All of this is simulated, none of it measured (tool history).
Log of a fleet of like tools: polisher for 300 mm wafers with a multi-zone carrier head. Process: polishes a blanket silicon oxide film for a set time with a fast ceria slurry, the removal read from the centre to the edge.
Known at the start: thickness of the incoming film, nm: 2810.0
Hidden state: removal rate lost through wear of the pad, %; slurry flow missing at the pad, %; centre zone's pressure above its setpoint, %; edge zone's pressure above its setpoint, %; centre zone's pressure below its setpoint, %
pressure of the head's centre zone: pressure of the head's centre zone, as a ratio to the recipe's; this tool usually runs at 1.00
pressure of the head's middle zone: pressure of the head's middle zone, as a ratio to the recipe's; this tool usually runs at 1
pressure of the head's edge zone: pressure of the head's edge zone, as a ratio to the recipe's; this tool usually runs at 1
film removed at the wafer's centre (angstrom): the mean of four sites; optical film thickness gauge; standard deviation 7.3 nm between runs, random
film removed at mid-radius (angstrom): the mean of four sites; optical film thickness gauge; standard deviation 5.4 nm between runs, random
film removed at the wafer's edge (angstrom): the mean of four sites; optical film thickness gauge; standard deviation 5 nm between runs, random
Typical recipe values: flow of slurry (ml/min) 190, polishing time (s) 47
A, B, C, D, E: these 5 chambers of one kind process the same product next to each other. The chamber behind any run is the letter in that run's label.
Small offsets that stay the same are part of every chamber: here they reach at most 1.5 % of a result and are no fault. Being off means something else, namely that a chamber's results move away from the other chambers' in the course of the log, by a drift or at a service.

run    day  flow of slurry (ml/min)  pressure of the head's centre zone  pressure of the head's middle zone  pressure of the head's edge zone  polishing time (s)  wafers polished on this pad  hours since the slurry nozzle was cleaned  hours since the centre zone pressure was calibrated  hours since the edge zone pressure was calibrated  film removed at the wafer's centre (angstrom)  film removed at mid-radius (angstrom)  film removed at the wafer's edge (angstrom)
 1D  0.196                      190                                1.00                                   1                                 1                  47                          886                                      256.5                                                219.3                                             1157.4                                         5389.8                                 5555.0                                       5556.7
 2A  0.504                      190                                1.00                                   1                                 1                  47                          811                                      231.0                                                636.0                                              441.4                                         5494.5                                 5585.2                                       5563.6
 3B  0.696                      190                                1.00                                   1                                 1                  47                          245                                      530.2                                                509.5                                              266.3                                         5413.8                                 5412.2                                       5525.7
 4E  0.892                      190                                1.00                                   1                                 1                  47                          443                                      339.5                                                398.0                                              960.3                                         5557.3                                 5461.7                                       5510.6
     1.112  -- chamber D: worn pad replaced by a new one
 5C  1.133                      190                                1.00                                   1                                 1                  47                          622                                      377.9                                                818.2                                              354.6                                         5441.8                                 5474.1                                       5514.5
 6A  1.392                      190                                1.00                                   1                                 1                  47                          960                                      252.3                                                657.3                                              462.7                                         5397.6                                 5441.4                                       5471.5
 7C  1.550                      190                                1.00                                   1                                 1                  47                          693                                      387.9                                                828.2                                              364.6                                         5481.3                                 5591.2                                       5616.1
 8B  1.729                      190                                1.00                                   1                                 1                  47                          419                                      555.0                                                534.3                                              291.1                                         5491.9                                 5451.1                                       5578.6
 9D  2.012                      190                                1.00                                   1                                 1                  47                          151                                      300.1                                                262.9                                             1201.0                                         5475.6                                 5527.4                                       5498.5
10E  2.250                      190                                1.00                                   1                                 1                  47                          672                                      372.1                                                430.6                                              992.9                                         5538.2                                 5412.6                                       5405.3
11B  2.500                      190                                1.00                                   1                                 1                  47                          549                                      573.5                                                552.8                                              309.6                                         5342.7                                 5544.7                                       5474.6
     2.608  -- chamber E: worn pad replaced by a new one
12E  2.658                      190                                1.00                                   1                                 1                  47                            8                                      381.9                                                440.4                                             1002.7                                         5512.8                                 5483.4                                       5478.1
     2.917  -- chamber B: slurry nozzle cleaned
13C  2.958                      190                                1.00                                   1                                 1                  47                          930                                      421.7                                                862.0                                              398.4                                         5483.7                                 5566.4                                       5555.1
14A  3.129                      190                                1.00                                   1                                 1                  47                         1253                                      294.0                                                699.0                                              504.4                                         5357.5                                 5478.2                                       5420.1
15D  3.379                      190                                1.00                                   1                                 1                  47                          381                                      332.9                                                295.7                                             1233.8                                         5522.7                                 5489.6                                       5564.0
     3.525  -- chamber A: worn pad replaced by a new one
16A  3.696                      190                                1.00                                   1                                 1                  47                           29                                      307.6                                                712.6                                              518.0                                         5469.1                                 5408.5                                       5374.1
17C  3.975                      190                                1.00                                   1                                 1                  47                         1101                                      446.1                                                886.4                                              422.8                                         5580.1                                 5513.5                                       5566.1
18B  4.154                      190                                1.00                                   1                                 1                  47                          827                                       29.8                                                592.5                                              349.3                                         5644.2                                 5601.4                                       5402.1
19D  4.296                      190                                1.00                                   1                                 1                  47                          535                                      354.9                                                317.7                                             1255.8                                         5510.6                                 5534.1                                       5520.1
     4.350  -- chamber C: worn pad replaced by a new one
20E  4.592                      190                                1.00                                   1                                 1                  47                          334                                      428.3                                                486.8                                             1049.1                                         5472.7                                 5371.4                                       5546.4
21A  4.883                      190                                1.00                                   1                                 1                  47                          228                                      336.1                                                741.1                                              546.5                                         5345.2                                 5353.0                                       5341.2
22D  5.033                      190                                1.00                                   1                                 1                  47                          660                                      372.6                                                335.4                                             1273.5                                         5574.1                                 5533.3                                       5490.0
23E  5.279                      190                                1.00                                   1                                 1                  47                          449                                      444.8                                                503.3                                             1065.6                                         5506.5                                 5280.9                                       5439.6
     5.300  -- chamber C: slurry nozzle cleaned
24C  5.579                      190                                1.00                                   1                                 1                  47                          207                                        6.7                                                924.9                                              461.3                                         5416.2                                 5415.7                                       5378.9
25B  5.875                      130                                1.00                                   1                                 1                  47                         1117                                       71.1                                                633.8                                              390.6                                         5185.9                                 5103.4                                       5188.4
26C  6.167                      130                                1.00                                   1                                 1                  47                          305                                       20.8                                                939.0                                              475.4                                         5098.6                                 5111.2                                       5164.9
     6.225  -- chamber E: worn pad replaced by a new one
27E  6.379                      130                                1.00                                   1                                 1                  47                           26                                      471.2                                                529.7                                             1092.0                                         5071.9                                 5104.8                                       5273.8
     6.475  -- chamber D: worn pad replaced by a new one
     6.546  -- chamber D: centre zone pressure recalibrated
28B  6.696                      130                                1.00                                   1                                 1                  47                         1255                                       90.8                                                653.5                                              410.3                                         5036.8                                 5161.5                                       5255.6
     6.762  -- chamber B: worn pad replaced by a new one
29A  6.954                      130                                1.00                                   1                                 1                  47                          577                                      385.8                                                790.8                                              596.2                                         4776.0                                 4844.3                                       5024.9
30D  7.104                      190                                1.00                                   1                                 1                  47                          106                                      422.3                                                 13.5                                             1323.2                                         5428.9                                 5602.3                                       5598.1
31C  7.417                      190                                1.00                                   1                                 1                  47                          516                                       50.8                                                969.0                                              505.4                                         5442.9                                 5589.6                                       5489.3
32E  7.671                      190                                0.94                                   1                                 1                  47                          244                                      502.2                                                560.7                                             1123.0                                         5148.2                                 5428.1                                       5491.7
33A  7.825                      190                                0.94                                   1                                 1                  47                          724                                      406.7                                                811.7                                              617.1                                         4831.3                                 5346.9                                       5271.6
34D  7.996                      190                                0.94                                   1                                 1                  47                          256                                      443.7                                                 34.9                                             1344.6                                         5149.7                                 5502.0                                       5576.0
35B  8.304                      190                                0.94                                   1                                 1                  47                          260                                      129.4                                                692.1                                              448.9                                         5112.6                                 5566.9                                       5510.9
36B  8.592                      190                                0.94                                   1                                 1                  47                          308                                      136.3                                                699.0                                              455.8                                         5146.0                                 5510.6                                       5452.8
37C  8.733                      190                                1.00                                   1                                 1                  47                          737                                       82.4                                               1000.6                                              537.0                                         5533.2                                 5581.1                                       5476.8
38A  9.042                      190                                1.00                                   1                                 1                  47                          928                                      435.9                                                840.9                                              646.3                                         5002.1                                 5308.8                                       5238.7
39D  9.188                      190                                1.00                                   1                                 1                  47                          457                                      472.3                                                 63.5                                             1373.2                                         5562.5                                 5481.9                                       5534.3

Is one chamber off against the others, does the gauge drift, or is nothing wrong? If a chamber is off, say which, and what the likeliest cause is.

One chamber, A, drifts off from the rest bit by bit.
Most likely cause: slurry flow missing at the pad, % = 30.8.

Chamber A could run next with any of the 4 candidate recipes listed below; each alters the usual settings, and their results appear as question marks. Which one brings its results back in line with what the other chambers deliver on the usual settings?
To be in line, a result may differ from the other chambers' mean on the usual settings by at most: film removed at the wafer's centre (angstrom) 250.0; film removed at mid-radius (angstrom) 190.0; film removed at the wafer's edge (angstrom) 180.0
40A-1  9.417                      195                                1.02                                   1                              1.00                  49                                                                                                                                                                                                                              ?                                      ?                                            ?
40A-2  9.417                      185                                0.98                                   1                              1.00                  45                                                                                                                                                                                                                              ?                                      ?                                            ?
40A-3  9.417                      180                                0.97                                   1                              1.01                  42                                                                                                                                                                                                                              ?                                      ?                                            ?
40A-4  9.417                      200                                1.03                                   1                              0.99                  52                                                                                                                                                                                                                              ?                                      ?                                            ?

Usual-settings mean across the other chambers: film removed at the wafer's centre (angstrom) 5481.1; film removed at mid-radius (angstrom) 5493.8; film removed at the wafer's edge (angstrom) 5510.5
  run  film removed at the wafer's centre (angstrom)  film removed at mid-radius (angstrom)  film removed at the wafer's edge (angstrom)
40A-1                                         5455.9                                 5452.4                                       5422.0
40A-2                                         4736.6                                 4952.9                                       4940.2
40A-3                                         4341.7                                 4595.2                                       4615.3
40A-4                                         5886.1                                 5815.9                                       5745.0
40A-1 is the one that brings the chamber's results back in line with the other chambers.
